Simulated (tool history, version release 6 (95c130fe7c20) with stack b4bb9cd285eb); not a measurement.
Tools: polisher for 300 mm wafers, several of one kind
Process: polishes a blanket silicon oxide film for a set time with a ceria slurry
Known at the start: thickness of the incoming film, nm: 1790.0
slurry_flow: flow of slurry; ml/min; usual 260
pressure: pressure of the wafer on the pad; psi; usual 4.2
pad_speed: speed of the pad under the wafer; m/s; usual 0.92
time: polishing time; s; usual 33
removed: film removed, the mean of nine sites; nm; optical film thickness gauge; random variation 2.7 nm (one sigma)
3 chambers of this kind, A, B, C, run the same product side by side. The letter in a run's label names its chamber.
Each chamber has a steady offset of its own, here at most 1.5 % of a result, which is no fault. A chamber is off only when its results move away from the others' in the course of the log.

run	hour	slurry_flow	pressure	pad_speed	time	removed
1A	9.6	260	4.2	0.92	33	188.85
2C	19.8	260	4.2	0.92	33	190.85
3B	25.8	260	4.2	0.92	33	191.03
4A	34.9	260	4.2	0.92	33	195.02
5C	42.1	260	4.2	0.92	33	190.44
# hour 46.3: chamber B: worn pad replaced by a new one
6B	48.6	260	4.2	0.92	33	188.5
7B	53.5	260	4.2	0.92	23	135.21
8C	61.9	260	4.2	0.92	23	135.58
9A	69.9	260	4.2	0.92	23	134.21
# hour 73.5: chamber C: worn pad replaced by a new one
10A	75.1	260	4.2	0.92	33	193.46
# hour 75.9: chamber A: worn pad replaced by a new one
11B	84	260	4.2	0.92	33	188.79
12C	94.4	260	4.2	0.92	33	198.34
# hour 98.2: chamber C: slurry nozzle cleaned
13B	99.5	260	4.2	0.92	33	184.34
14A	106.4	260	4.2	0.92	33	195.97
# hour 107.3: chamber B: head pressure recalibrated
15C	111.2	260	4.2	0.92	33	191.23
# hour 118.8: chamber B: worn pad replaced by a new one
16C	119.7	260	4.2	0.92	33	195.83
17A	129	260	4.2	0.92	33	190.32
18B	134.5	260	4.2	0.92	33	189.78
19C	143.7	260	4.2	0.92	33	195.81
20A	149.3	260	4.2	0.92	33	193.68
21B	159.5	260	4.2	0.92	33	191.6
# hour 166.2: chamber A: worn pad replaced by a new one
# hour 166.5: chamber A: slurry nozzle cleaned
22C	167.6	260	4.2	0.92	33	191.91
# hour 168.9: chamber B: slurry nozzle cleaned
23A	177.3	260	4.2	0.92	33	187.06
# hour 178.2: chamber B: worn pad replaced by a new one
# hour 181.6: chamber C: worn pad replaced by a new one
24B	187.5	260	4.2	0.92	33	189.25
25A	193.9	260	4.2	0.92	33	195.77
26B	198.7	260	4.2	0.92	33	194.62
27C	207	260	4.2	0.92	33	195.6
28B	217	260	4.2	0.92	33	188.43
29C	223.2	260	4.2	0.92	33	194.64
30A	230.3	260	4.2	0.92	33	186.18
31A	235.5	260	4.2	0.92	33	193.59
# hour 238.7: chamber B: worn pad replaced by a new one
32C	244.8	260	4.2	0.92	33	193.74
33B	252.7	260	4.2	0.92	33	193.21
# hour 261.7: chamber A: worn pad replaced by a new one
34B	262.3	260	4.2	0.92	38	217.93
35C	267.4	260	4.2	0.92	38	218.79
36A	274.9	260	4.2	0.92	38	223.36
37B	281.3	260	4.2	0.92	33	185.7
38C	289.6	260	4.2	0.92	33	194.07
# hour 289.8: chamber A: head pressure recalibrated
39A	295.7	260	4.2	0.92	33	194.93
# hour 299.4: chamber B: worn pad replaced by a new one
40B	304.6	260	4.2	0.92	33	190.73
# hour 309.4: chamber C: worn pad replaced by a new one
41C	309.9	260	4.2	0.92	33	185.13
42A	318.8	260	4.2	0.92	33	192.9
43A	329.1	300	4.2	0.72	33	151.87

Is one chamber off against the others, does the gauge drift, or is nothing wrong? If a chamber is off, say which, and what the likeliest cause is.

No chamber stands off beyond its own small offset, and the gauge holds steady.
